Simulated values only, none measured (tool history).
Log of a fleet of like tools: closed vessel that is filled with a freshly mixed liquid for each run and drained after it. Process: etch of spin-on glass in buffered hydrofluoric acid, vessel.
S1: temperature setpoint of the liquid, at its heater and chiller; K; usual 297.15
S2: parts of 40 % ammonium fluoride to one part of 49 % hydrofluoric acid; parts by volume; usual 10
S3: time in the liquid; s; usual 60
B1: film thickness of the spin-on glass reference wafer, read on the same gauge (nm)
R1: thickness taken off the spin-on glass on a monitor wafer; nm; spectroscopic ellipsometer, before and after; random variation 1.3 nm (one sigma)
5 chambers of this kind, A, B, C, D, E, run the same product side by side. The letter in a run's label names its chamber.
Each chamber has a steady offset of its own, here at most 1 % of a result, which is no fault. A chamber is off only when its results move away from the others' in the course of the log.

run,day,S1,S2,S3,B1,R1
1C,0.312,297.15,10,60,130.01,293.49
2D,0.612,297.15,10,60,130.01,293.19
3E,0.817,297.15,10,60,130.01,291.7
4A,1.133,297.15,10,60,130.01,294.74
5B,1.317,297.15,10,60,130.01,295.69
6B,1.538,297.15,10,60,130.01,295.58
7C,1.829,297.15,10,60,130.01,295.13
8D,2.117,297.15,6,60,129.99,464.12
9E,2.367,297.15,6,60,130,462.7
10A,2.6,297.15,6,60,130.02,466.54
11C,2.908,297.15,6,60,130,473.23
12B,3.058,297.15,6,60,129.99,474.87
13A,3.362,297.15,10,60,129.99,291.01
14E,3.621,299.65,7.5,60,129.99,431.55
15D,3.825,299.65,7.5,60,129.99,431.84
16B,4.042,299.65,7.5,60,129.99,441.61
17E,4.308,299.65,7.5,60,129.99,434.63
18D,4.5,299.65,7.5,60,129.98,430.44
19C,4.771,297.15,10,60,130.01,288.91
20A,4.95,297.15,10,60,130,292.2
21B,5.212,297.15,10,60,130,292.93
22C,5.446,297.15,10,60,130.01,287.44
23D,5.65,297.15,10,60,129.98,293.75
24A,5.846,297.15,10,60,129.99,292.63
25E,6.117,297.15,10,60,130.01,291.57
26B,6.258,297.15,10,60,130.01,291.42
27C,6.442,297.15,10,60,130,285.2
28E,6.625,297.15,10,60,130.01,292.27
29D,6.817,297.15,11.5,75,129.98,319.72
30A,7.004,297.15,11.5,75,130,318.55
# day 7.154: chamber B: thermometer replaced
31D,7.283,297.15,11.5,75,130.01,318.85
32B,7.542,297.15,11.5,75,130.01,320.39
33A,7.688,297.15,11.5,75,130,318.67
34E,7.862,297.15,10,60,130,292.9
35C,8.171,301.65,10,85,130.01,506.59
36C,8.333,301.65,10,85,130.02,508.39
37A,8.621,301.65,10,85,130.01,527.93
38E,8.833,301.65,10,85,130.01,528.05

Is one chamber off against the others, does the gauge drift, or is nothing wrong? If a chamber is off, say which, and what the likeliest cause is.

Chamber C drifts away from the others.
Cause: hydrofluoric acid flow below the setpoint (%) = 5.13.
The log may not tell that from: liquid colder than its thermometer reads (K).

Here are 4 candidates for chamber C's next run, each the usual settings with a change, their results left as question marks. Which one brings its results back in line with what the others give on the usual settings?
In line means no further than this from the other chambers' mean on the usual settings: R1 4.7 nm
39C-1,9.067,297.15,10,65,,?
39C-2,9.067,297.15,10,55,,?
39C-3,9.067,297.15,10.5,60,,?
39C-4,9.067,297.15,9.5,60,,?

The other chambers' mean on the usual settings: R1 292.44 nm
run,R1
39C-1,301.89
39C-2,255.45
39C-3,265.54
39C-4,293.16
39C-4 brings the chamber back in line.
